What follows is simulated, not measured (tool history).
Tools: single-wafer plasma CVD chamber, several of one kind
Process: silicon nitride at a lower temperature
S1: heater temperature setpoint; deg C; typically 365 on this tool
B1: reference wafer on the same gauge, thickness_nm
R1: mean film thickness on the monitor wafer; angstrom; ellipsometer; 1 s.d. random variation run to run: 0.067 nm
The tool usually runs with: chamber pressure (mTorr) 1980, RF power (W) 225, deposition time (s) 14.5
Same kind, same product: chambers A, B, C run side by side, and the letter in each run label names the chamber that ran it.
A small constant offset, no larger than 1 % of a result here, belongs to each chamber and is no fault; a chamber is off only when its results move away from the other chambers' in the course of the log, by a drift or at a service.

Run 1A, hour 9.9: usual settings; B1 12.495. Result: R1 146.57 angstrom.
Run 2B, hour 18.0: usual settings; B1 12.519. Result: R1 147.23 angstrom.
Run 3C, hour 28.0: usual settings; B1 12.514. Result: R1 146.39 angstrom.
Run 4A, hour 34.0: usual settings; B1 12.499. Result: R1 145.17 angstrom.
Run 5C, hour 41.7: usual settings; B1 12.500. Result: R1 147.58 angstrom.
Run 6B, hour 48.2: usual settings; B1 12.511. Result: R1 146.95 angstrom.
Run 7C, hour 58.6: usual settings; B1 12.495. Result: R1 145.46 angstrom.
Run 8B, hour 66.2: usual settings; B1 12.499. Result: R1 147.54 angstrom.
Run 9A, hour 71.8: usual settings but chamber pressure (mTorr) 1830; B1 12.513. Result: R1 141.89 angstrom.
Run 10A, hour 80.4: usual settings but chamber pressure (mTorr) 1830; B1 12.516. Result: R1 143.46 angstrom.
Run 11C, hour 88.4: usual settings but chamber pressure (mTorr) 1830; B1 12.497. Result: R1 143.49 angstrom.
Run 12B, hour 96.8: usual settings; B1 12.505. Result: R1 146.53 angstrom.
Run 13B, hour 106.3: usual settings; B1 12.501. Result: R1 147.23 angstrom.
Run 14A, hour 116.8: usual settings; B1 12.501. Result: R1 146.38 angstrom.
Run 15C, hour 126.2: usual settings but S1 358 deg C; B1 12.502. Result: R1 145.69 angstrom.
Run 16A, hour 136.7: usual settings but S1 358 deg C; B1 12.502. Result: R1 146.90 angstrom.
Run 17B, hour 146.2: usual settings but S1 358 deg C; B1 12.518. Result: R1 145.16 angstrom.
Run 18C, hour 156.3: usual settings; B1 12.502. Result: R1 146.04 angstrom.
Run 19B, hour 162.8: usual settings; B1 12.491. Result: R1 143.93 angstrom.
Run 20A, hour 168.8: usual settings; B1 12.501. Result: R1 146.27 angstrom.
Run 21C, hour 177.2: usual settings; B1 12.512. Result: R1 145.95 angstrom.
Run 22A, hour 183.3: usual settings; B1 12.501. Result: R1 145.54 angstrom.
Run 23B, hour 190.0: usual settings; B1 12.501. Result: R1 144.06 angstrom.
Run 24C, hour 197.9: usual settings; B1 12.512. Result: R1 145.03 angstrom.
Run 25A, hour 206.9: usual settings; B1 12.493. Result: R1 145.71 angstrom.
Run 26B, hour 216.6: usual settings; B1 12.504. Result: R1 141.75 angstrom.
Run 27C, hour 224.1: usual settings; B1 12.508. Result: R1 145.76 angstrom.
Run 28C, hour 230.3: usual settings; B1 12.501. Result: R1 146.07 angstrom.
Run 29A, hour 240.1: usual settings; B1 12.499. Result: R1 145.55 angstrom.
Run 30B, hour 246.1: usual settings; B1 12.513. Result: R1 139.55 angstrom.
Run 31B, hour 256.2: usual settings; B1 12.507. Result: R1 138.39 angstrom.
Run 32C, hour 264.6: usual settings but RF power (W) 250, deposition time (s) 16.1; B1 12.505. Result: R1 175.93 angstrom.

What goes on in this fleet: one chamber off, a drifting gauge, or nothing beyond the chambers' own small offsets? Name the chamber and the cause, if any.

One chamber, B, drifts off from the rest bit by bit.
Cause: delivered RF power below the setpoint (%) = 7.78.

Here are 4 candidates for chamber B's next run, each the usual settings with a change, their results left as question marks. Which one brings its results back in line with what the others give on the usual settings?
Allowed miss from the other chambers' usual-settings mean, per result, to count as in line: R1 2.30 angstrom
Run 33B-1, hour 272.2: usual settings but deposition time (s) 14.8. Result: R1 ?.
Run 33B-2, hour 272.2: usual settings but RF power (W) 240. Result: R1 ?.
Run 33B-3, hour 272.2: usual settings but chamber pressure (mTorr) 1950, RF power (W) 220, deposition time (s) 14.0. Result: R1 ?.
Run 33B-4, hour 272.2: usual settings but deposition time (s) 14.2. Result: R1 ?.

The mean the other chambers reach with the usual settings: R1 145.88 angstrom
  run      R1
33B-1  141.09
33B-2  144.89
33B-3  130.80
33B-4  135.38
33B-2 is the one that brings the chamber's results back in line with the other chambers.
